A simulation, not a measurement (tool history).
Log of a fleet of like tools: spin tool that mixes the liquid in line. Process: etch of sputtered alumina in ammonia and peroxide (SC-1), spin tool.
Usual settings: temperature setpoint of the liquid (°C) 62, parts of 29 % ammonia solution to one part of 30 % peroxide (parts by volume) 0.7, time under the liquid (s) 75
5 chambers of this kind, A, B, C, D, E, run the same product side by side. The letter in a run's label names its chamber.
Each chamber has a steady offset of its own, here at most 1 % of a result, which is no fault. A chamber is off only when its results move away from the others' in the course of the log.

run	hour	temperature setpoint of the liquid (°C)	parts of 29 % ammonia solution to one part of 30 % peroxide (parts by volume)	time under the liquid (s)	read-back film thickness of the sputtered alumina reference wafer, read on the same gauge (nm)	thickness taken off the sputtered alumina on a monitor wafer (Å)
1B	3.5	62	0.7	75	99.994	63.623
2C	10.5	62	0.7	75	99.981	62.77
3A	17.2	62	0.7	75	100.01	62.373
4E	23.2	62	0.7	75	99.98	63.643
5D	30.2	62	0.7	75	99.991	64.243
6C	35.1	62	0.95	75	100	64.89
7A	42.7	62	0.95	75	100.01	64.187
8E	47.4	62	0.95	75	100.02	65.212
9B	52.7	62	0.95	75	99.985	64.417
10D	56.7	62	0.95	75	100.01	64.613
11B	63.9	62	0.7	75	100.01	62.609
12E	68.1	62	0.5	100	100.02	82.159
13C	74.1	62	0.5	100	100	81.821
14D	81.5	62	0.5	100	100.01	82.228
15A	87.5	62	0.5	100	99.998	80.708
16A	92.2	62	0.5	100	100.01	80.481
17E	98.6	62	0.7	75	100.01	64.406
# hour 100.6: chamber C: new drum of ammonia solution connected
18D	104.4	62	0.7	75	99.985	63.196
19B	109.2	62	0.7	75	99.988	60.629
20C	116.5	62	0.7	75	99.999	62.747
21E	120.4	62	0.7	75	99.994	63.195
22B	124.5	62	0.7	75	100	59.559
23A	130.8	62	0.7	75	100.01	62.185
24C	135.9	62	0.7	75	99.999	63.084
25D	139.9	62	0.7	75	99.996	64.099
26D	146.8	62	0.7	75	99.983	63.427
27E	151.3	62	0.7	75	100.01	63.826
28C	155.8	62	0.7	75	99.991	63.366
29A	159.8	62	0.7	75	100.03	62.198
# hour 161: chamber B: new drum of ammonia solution connected
30B	165.9	62	0.7	75	99.993	59.972
31D	170.3	62	0.7	110	100.01	91.708
32C	175.7	62	0.7	110	100.01	92.641
# hour 181: chamber E: new drum of ammonia solution connected
33E	182	62	0.7	110	100	94.04
34A	187	62	0.7	110	99.998	91.467
35B	194.4	62	0.7	110	100	86.367
36C	199.4	62	0.7	75	100.02	62.813
37E	204.3	62	0.7	75	100.01	64.228
38D	208.4	62	0.7	75	100.01	63.154

All 5 chambers run these settings next. Forecast each chamber's results:
39A	213.8	69.5	0.7	75		?
39B	213.8	69.5	0.7	75		?
39C	213.8	69.5	0.7	75		?
39D	213.8	69.5	0.7	75		?
39E	213.8	69.5	0.7	75		?

run	thickness taken off the sputtered alumina on a monitor wafer (Å)
39A	90.794
39B	84.026
39C	90.39
39D	91.713
39E	90.915
